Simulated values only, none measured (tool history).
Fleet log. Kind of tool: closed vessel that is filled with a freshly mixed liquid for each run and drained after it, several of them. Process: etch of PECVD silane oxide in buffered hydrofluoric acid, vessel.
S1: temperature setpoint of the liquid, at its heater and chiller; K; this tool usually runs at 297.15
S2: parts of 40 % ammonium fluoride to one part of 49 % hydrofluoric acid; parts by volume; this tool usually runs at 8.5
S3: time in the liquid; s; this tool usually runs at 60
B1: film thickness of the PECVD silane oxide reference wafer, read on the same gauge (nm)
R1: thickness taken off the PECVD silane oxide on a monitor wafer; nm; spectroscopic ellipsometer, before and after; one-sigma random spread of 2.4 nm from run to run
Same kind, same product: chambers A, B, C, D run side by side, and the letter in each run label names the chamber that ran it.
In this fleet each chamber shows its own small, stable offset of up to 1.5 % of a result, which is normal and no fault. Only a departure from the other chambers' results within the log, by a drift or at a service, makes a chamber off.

{"run": "1D", "hour": 13.9, "S1": 297.15, "S2": 8.5, "S3": 60, "B1": 30.023, "R1": 256.73}
{"run": "2C", "hour": 24.9, "S1": 297.15, "S2": 8.5, "S3": 60, "B1": 29.992, "R1": 256.95}
{"run": "3A", "hour": 38.8, "S1": 297.15, "S2": 8.5, "S3": 60, "B1": 30.016, "R1": 252.82}
{"run": "4B", "hour": 46.5, "S1": 297.15, "S2": 8.5, "S3": 60, "B1": 30.001, "R1": 257.45}
{"run": "5D", "hour": 53.6, "S1": 297.15, "S2": 8.5, "S3": 60, "B1": 29.979, "R1": 254.58}
{"run": "6B", "hour": 61.1, "S1": 297.15, "S2": 8.5, "S3": 60, "B1": 30.005, "R1": 252.39}
{"run": "7C", "hour": 68.2, "S1": 297.15, "S2": 5.5, "S3": 30, "B1": 30.001, "R1": 194.39}
{"run": "8A", "hour": 80.9, "S1": 297.15, "S2": 5.5, "S3": 30, "B1": 29.97, "R1": 194.95}
{"run": "9B", "hour": 91.5, "S1": 297.15, "S2": 5.5, "S3": 30, "B1": 29.989, "R1": 194.58}
{"run": "10C", "hour": 99.9, "S1": 297.15, "S2": 5.5, "S3": 30, "B1": 30.056, "R1": 197.06}
{"run": "11A", "hour": 110.7, "S1": 294.15, "S2": 5, "S3": 60, "B1": 29.996, "R1": 351.66}
{"run": "12D", "hour": 121.5, "S1": 294.15, "S2": 5, "S3": 60, "B1": 30.031, "R1": 351.84}
{"run": "13A", "hour": 128.0, "S1": 294.15, "S2": 5, "S3": 60, "B1": 29.99, "R1": 352.16}
{"run": "14B", "hour": 137.6, "S1": 294.15, "S2": 5, "S3": 60, "B1": 30.012, "R1": 348.4}
{"run": "15D", "hour": 143.7, "S1": 297.15, "S2": 8.5, "S3": 60, "B1": 29.998, "R1": 256.06}
{"run": "16C", "hour": 152.6, "S1": 297.15, "S2": 8.5, "S3": 60, "B1": 29.982, "R1": 258.74}
{"run": "17C", "hour": 162.1, "S1": 297.15, "S2": 8.5, "S3": 60, "B1": 30.035, "R1": 256.24}
{"run": "18B", "hour": 173.9, "S1": 297.15, "S2": 8.5, "S3": 60, "B1": 30.016, "R1": 255.51}
{"run": "19A", "hour": 186.6, "S1": 297.15, "S2": 8.5, "S3": 80, "B1": 29.98, "R1": 342.39}
{"run": "20D", "hour": 195.1, "S1": 297.15, "S2": 8.5, "S3": 80, "B1": 29.988, "R1": 339.68}
{"hour": 196.3, "done": "chamber A: hydrofluoric acid flow meter replaced"}
{"run": "21C", "hour": 208.4, "S1": 297.15, "S2": 8.5, "S3": 80, "B1": 29.995, "R1": 347.64}
{"run": "22A", "hour": 221.0, "S1": 297.15, "S2": 8.5, "S3": 80, "B1": 29.996, "R1": 334.84}
{"run": "23D", "hour": 232.9, "S1": 297.15, "S2": 8.5, "S3": 60, "B1": 30.006, "R1": 255.59}
{"run": "24B", "hour": 243.8, "S1": 297.15, "S2": 8.5, "S3": 60, "B1": 30.014, "R1": 253.99}
{"run": "25A", "hour": 255.6, "S1": 297.15, "S2": 8.5, "S3": 60, "B1": 29.975, "R1": 247.38}
{"run": "26D", "hour": 263.0, "S1": 297.15, "S2": 8.5, "S3": 60, "B1": 30.003, "R1": 253.8}
{"run": "27B", "hour": 275.4, "S1": 297.15, "S2": 11, "S3": 60, "B1": 30.01, "R1": 206.3}
{"run": "28C", "hour": 286.6, "S1": 297.15, "S2": 11, "S3": 60, "B1": 29.981, "R1": 207.42}
{"run": "29A", "hour": 294.7, "S1": 297.15, "S2": 11, "S3": 60, "B1": 30.025, "R1": 196.71}
{"run": "30C", "hour": 307.0, "S1": 297.15, "S2": 11, "S3": 60, "B1": 29.979, "R1": 205.41}
{"run": "31D", "hour": 318.2, "S1": 297.15, "S2": 8.5, "S3": 60, "B1": 30.022, "R1": 254.14}
{"run": "32B", "hour": 331.5, "S1": 297.15, "S2": 7, "S3": 30, "B1": 29.988, "R1": 158.64}
{"run": "33A", "hour": 339.3, "S1": 297.15, "S2": 7, "S3": 30, "B1": 29.995, "R1": 142.15}
{"run": "34D", "hour": 352.2, "S1": 297.15, "S2": 7, "S3": 30, "B1": 29.991, "R1": 157.73}
{"run": "35C", "hour": 359.1, "S1": 297.15, "S2": 7, "S3": 30, "B1": 29.948, "R1": 161.13}
{"run": "36B", "hour": 372.5, "S1": 297.15, "S2": 8.5, "S3": 60, "B1": 29.966, "R1": 252.38}
{"run": "37D", "hour": 383.9, "S1": 297.15, "S2": 8.5, "S3": 60, "B1": 30.001, "R1": 253.29}
{"run": "38B", "hour": 394.8, "S1": 297.15, "S2": 8.5, "S3": 60, "B1": 29.984, "R1": 257.71}
{"run": "39A", "hour": 401.6, "S1": 297.15, "S2": 8.5, "S3": 60, "B1": 30.002, "R1": 233.11}
{"run": "40C", "hour": 411.2, "S1": 297.15, "S2": 8.5, "S3": 60, "B1": 30.003, "R1": 257.09}
{"run": "41D", "hour": 418.0, "S1": 297.15, "S2": 8.5, "S3": 60, "B1": 30.027, "R1": 256.2}

Each of the 4 chambers runs these same settings next. Fill in every chamber's results:
{"run": "42A", "hour": 428.0, "S1": 297.15, "S2": 8.5, "S3": 60, "R1": "?"}
{"run": "42B", "hour": 428.0, "S1": 297.15, "S2": 8.5, "S3": 60, "R1": "?"}
{"run": "42C", "hour": 428.0, "S1": 297.15, "S2": 8.5, "S3": 60, "R1": "?"}
{"run": "42D", "hour": 428.0, "S1": 297.15, "S2": 8.5, "S3": 60, "R1": "?"}

run=42A R1=227.76
run=42B R1=255.29
run=42C R1=257.83
run=42D R1=254.48

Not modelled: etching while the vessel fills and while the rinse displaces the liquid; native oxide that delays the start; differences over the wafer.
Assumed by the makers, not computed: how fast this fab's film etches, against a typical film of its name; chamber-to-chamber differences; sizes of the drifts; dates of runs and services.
